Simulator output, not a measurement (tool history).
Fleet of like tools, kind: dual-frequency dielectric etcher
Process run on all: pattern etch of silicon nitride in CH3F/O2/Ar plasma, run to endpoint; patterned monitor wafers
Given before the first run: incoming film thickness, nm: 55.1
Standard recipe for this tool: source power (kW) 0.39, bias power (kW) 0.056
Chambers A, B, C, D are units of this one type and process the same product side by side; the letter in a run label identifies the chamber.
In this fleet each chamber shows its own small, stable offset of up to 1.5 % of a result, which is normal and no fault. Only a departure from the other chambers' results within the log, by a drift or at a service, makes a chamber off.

run   hour  source power (kW)  bias power (kW)  hours since the last wet clean  hours since the last source power generator calibration  hours since the last bias power generator calibration  endpoint time (s)
 1B    9.6               0.39            0.056                           343.4                                                   1272.2                                                 3323.4             87.262
 2D   20.8               0.39            0.056                             487                                                   1198.8                                                 3913.1             88.854
 3A     31               0.39            0.056                           520.1                                                    509.1                                                 1635.7             88.191
      35.2  -- chamber A: wet clean of the chamber
 4C   39.4               0.39            0.056                           319.3                                                    876.8                                                  633.8             88.423
 5A   47.7               0.39            0.056                            12.5                                                    525.8                                                 1652.4             87.112
 6B   54.1               0.39            0.056                           387.9                                                   1316.7                                                 3367.9             88.573
 7D   63.3               0.39            0.056                           529.5                                                   1241.3                                                 3955.6             88.314
 8C   68.2               0.39            0.056                           348.1                                                    905.6                                                  662.6             87.437
 9B   78.9               0.39            0.043                           412.7                                                   1341.5                                                 3392.7              96.06
10D     87               0.39            0.043                           553.2                                                     1265                                                 3979.3             96.534
      90.3  -- chamber C: wet clean of the chamber
11A   93.9               0.39            0.043                            58.7                                                      572                                                 1698.6             94.511
12C  100.5               0.39            0.043                            10.2                                                    937.9                                                  694.9             95.171
13C  106.8               0.39            0.056                            16.5                                                    944.2                                                  701.2             88.459
14A  116.1               0.47            0.066                            80.9                                                    594.2                                                 1720.8             77.344
15D  125.2               0.47            0.066                           591.4                                                   1303.2                                                 4017.5             78.305
16B  132.8               0.47            0.066                           466.6                                                   1395.4                                                 3446.6             77.141
17C  141.4               0.47            0.066                            51.1                                                    978.8                                                  735.8             76.384
18D  147.6               0.39            0.056                           613.8                                                   1325.6                                                 4039.9             89.669
19B    155               0.39            0.056                           488.8                                                   1417.6                                                 3468.8             86.488
       158  -- chamber B: wet clean of the chamber
20A    165               0.39            0.056                           129.8                                                    643.1                                                 1769.7             86.121
21C  172.9               0.39            0.056                            82.6                                                   1010.3                                                  767.3             88.678
22D  177.8               0.39            0.056                             644                                                   1355.8                                                 4070.1             88.621
     181.6  -- chamber D: wet clean of the chamber
23A  184.6               0.39            0.056                           149.4                                                    662.7                                                 1789.3             87.679
     186.8  -- chamber A: bias power generator calibrated
24B  194.1               0.39            0.056                            36.1                                                   1456.7                                                 3507.9             86.882
25C  202.5               0.39            0.056                           112.2                                                   1039.9                                                  796.9             88.412
26A  213.6               0.39            0.056                           178.4                                                    691.7                                                   26.9             86.374
27B  221.4               0.45            0.052                            63.4                                                     1484                                                 3535.2             85.392
28D  228.8               0.45            0.052                            47.3                                                   1406.8                                                 4121.1             85.098
29C  234.9               0.45            0.052                           144.6                                                   1072.3                                                  829.3             85.295
30D  244.1               0.45            0.052                            62.6                                                   1422.1                                                 4136.4              86.95

Next, all 4 chambers run the settings below, one line each with question marks for the results. What does each chamber give?
31A  252.2               0.39            0.056                                                                                                                                                                  ?
31B  252.2               0.39            0.056                                                                                                                                                                  ?
31C  252.2               0.39            0.056                                                                                                                                                                  ?
31D  252.2               0.39            0.056                                                                                                                                                                  ?

run  endpoint time (s)
31A             87.468
31B             87.624
31C              88.08
31D             88.191

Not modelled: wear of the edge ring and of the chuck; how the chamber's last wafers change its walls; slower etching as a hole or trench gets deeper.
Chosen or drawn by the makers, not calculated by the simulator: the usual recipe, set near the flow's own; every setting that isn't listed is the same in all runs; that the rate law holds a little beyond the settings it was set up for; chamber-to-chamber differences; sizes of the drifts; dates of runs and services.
